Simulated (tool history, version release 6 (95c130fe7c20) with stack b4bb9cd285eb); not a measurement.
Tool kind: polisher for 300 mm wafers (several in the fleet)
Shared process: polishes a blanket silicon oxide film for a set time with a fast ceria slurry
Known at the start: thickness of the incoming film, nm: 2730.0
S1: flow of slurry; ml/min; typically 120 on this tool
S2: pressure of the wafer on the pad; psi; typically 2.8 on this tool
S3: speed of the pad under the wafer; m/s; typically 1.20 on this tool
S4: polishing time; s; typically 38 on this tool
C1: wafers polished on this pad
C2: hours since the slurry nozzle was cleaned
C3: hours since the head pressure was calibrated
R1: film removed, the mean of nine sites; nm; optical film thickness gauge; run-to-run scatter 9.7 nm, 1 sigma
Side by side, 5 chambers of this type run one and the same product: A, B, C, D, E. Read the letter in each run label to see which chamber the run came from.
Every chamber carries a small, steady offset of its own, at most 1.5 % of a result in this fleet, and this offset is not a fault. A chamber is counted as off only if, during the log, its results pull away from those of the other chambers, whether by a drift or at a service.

run,hour,S1,S2,S3,S4,C1,C2,C3,R1
1B,3.0,120,2.8,1.20,38,529,251.9,564.3,742.89
2D,6.9,120,2.8,1.20,38,604,473.9,517.3,746.40
3E,11.6,120,2.8,1.20,38,496,419.2,990.5,748.28
# hour 12.7: chamber B: slurry nozzle cleaned
4A,14.9,120,2.8,1.20,38,279,143.5,582.4,726.51
# hour 15.9: chamber E: worn pad replaced by a new one
5C,19.7,120,2.8,1.20,38,1209,357.4,945.1,756.84
# hour 21.4: chamber C: worn pad replaced by a new one
6D,22.9,120,2.8,1.20,38,865,489.9,533.3,765.11
7B,26.0,120,2.8,1.20,38,904,13.4,587.3,753.74
8C,32.8,120,2.8,1.20,38,186,370.5,958.2,753.48
9E,38.5,120,2.8,1.20,38,369,446.1,1017.4,744.33
10A,45.2,120,2.8,1.20,38,772,173.8,612.7,768.23
11B,48.2,120,2.8,1.20,38,1265,35.6,609.5,754.04
# hour 48.5: chamber E: worn pad replaced by a new one
# hour 48.7: chamber A: worn pad replaced by a new one
12D,54.7,120,2.8,1.20,38,1383,521.7,565.1,755.15
13C,58.5,140,2.0,1.20,38,605,396.2,983.9,547.92
# hour 58.8: chamber B: worn pad replaced by a new one
# hour 59.1: chamber D: worn pad replaced by a new one
14E,61.7,140,2.0,1.20,38,215,469.3,1040.6,542.32
15A,65.8,140,2.0,1.20,38,279,194.4,633.3,547.64
# hour 66.1: chamber B: head pressure recalibrated
16E,69.3,140,2.0,1.20,38,339,476.9,1048.2,537.44
17B,73.4,140,2.0,1.20,38,238,60.8,7.4,544.26
18C,78.2,120,2.8,1.20,38,926,415.9,1003.6,757.32
19D,83.6,120,2.8,1.20,38,399,550.6,594.0,751.50
# hour 84.1: chamber E: worn pad replaced by a new one
# hour 88.4: chamber C: worn pad replaced by a new one
20A,89.1,120,2.8,1.20,38,658,217.7,656.6,736.67
21E,94.8,120,2.8,1.20,38,174,502.4,1073.7,704.23
22C,99.0,120,2.8,1.20,38,173,436.7,1024.4,755.64
# hour 100.2: chamber A: worn pad replaced by a new one
23A,105.7,120,2.8,1.20,38,90,234.3,673.2,739.77
24D,110.2,120,2.8,1.20,38,832,577.2,620.6,750.55
25B,115.5,120,2.8,1.20,38,923,102.9,49.5,751.26
26A,122.0,120,2.3,1.20,38,356,250.6,689.5,605.77
# hour 122.8: chamber E: worn pad replaced by a new one
27C,125.7,120,2.3,1.20,38,608,463.4,1051.1,619.74
28D,129.9,120,2.3,1.20,38,1153,596.9,640.3,616.64
29E,134.9,120,2.3,1.20,38,197,542.5,1113.8,568.43
30B,139.5,120,2.3,1.20,38,1314,126.9,73.5,604.25
31C,142.9,120,2.8,1.20,38,888,480.6,1068.3,753.70
# hour 143.0: chamber B: worn pad replaced by a new one
32B,146.9,120,2.8,1.20,38,64,134.3,80.9,737.73
33A,152.1,120,2.8,1.20,38,846,280.7,719.6,777.27
34E,158.5,120,2.8,1.20,38,581,566.1,1137.4,656.58

Each of the 5 chambers runs these same settings next. Fill in every chamber's results:
35A,163.4,120,2.8,1.38,38,,,,?
35B,163.4,120,2.8,1.38,38,,,,?
35C,163.4,120,2.8,1.38,38,,,,?
35D,163.4,120,2.8,1.38,38,,,,?
35E,163.4,120,2.8,1.38,38,,,,?

run,R1
35A,852.70
35B,846.87
35C,874.52
35D,854.73
35E,740.53

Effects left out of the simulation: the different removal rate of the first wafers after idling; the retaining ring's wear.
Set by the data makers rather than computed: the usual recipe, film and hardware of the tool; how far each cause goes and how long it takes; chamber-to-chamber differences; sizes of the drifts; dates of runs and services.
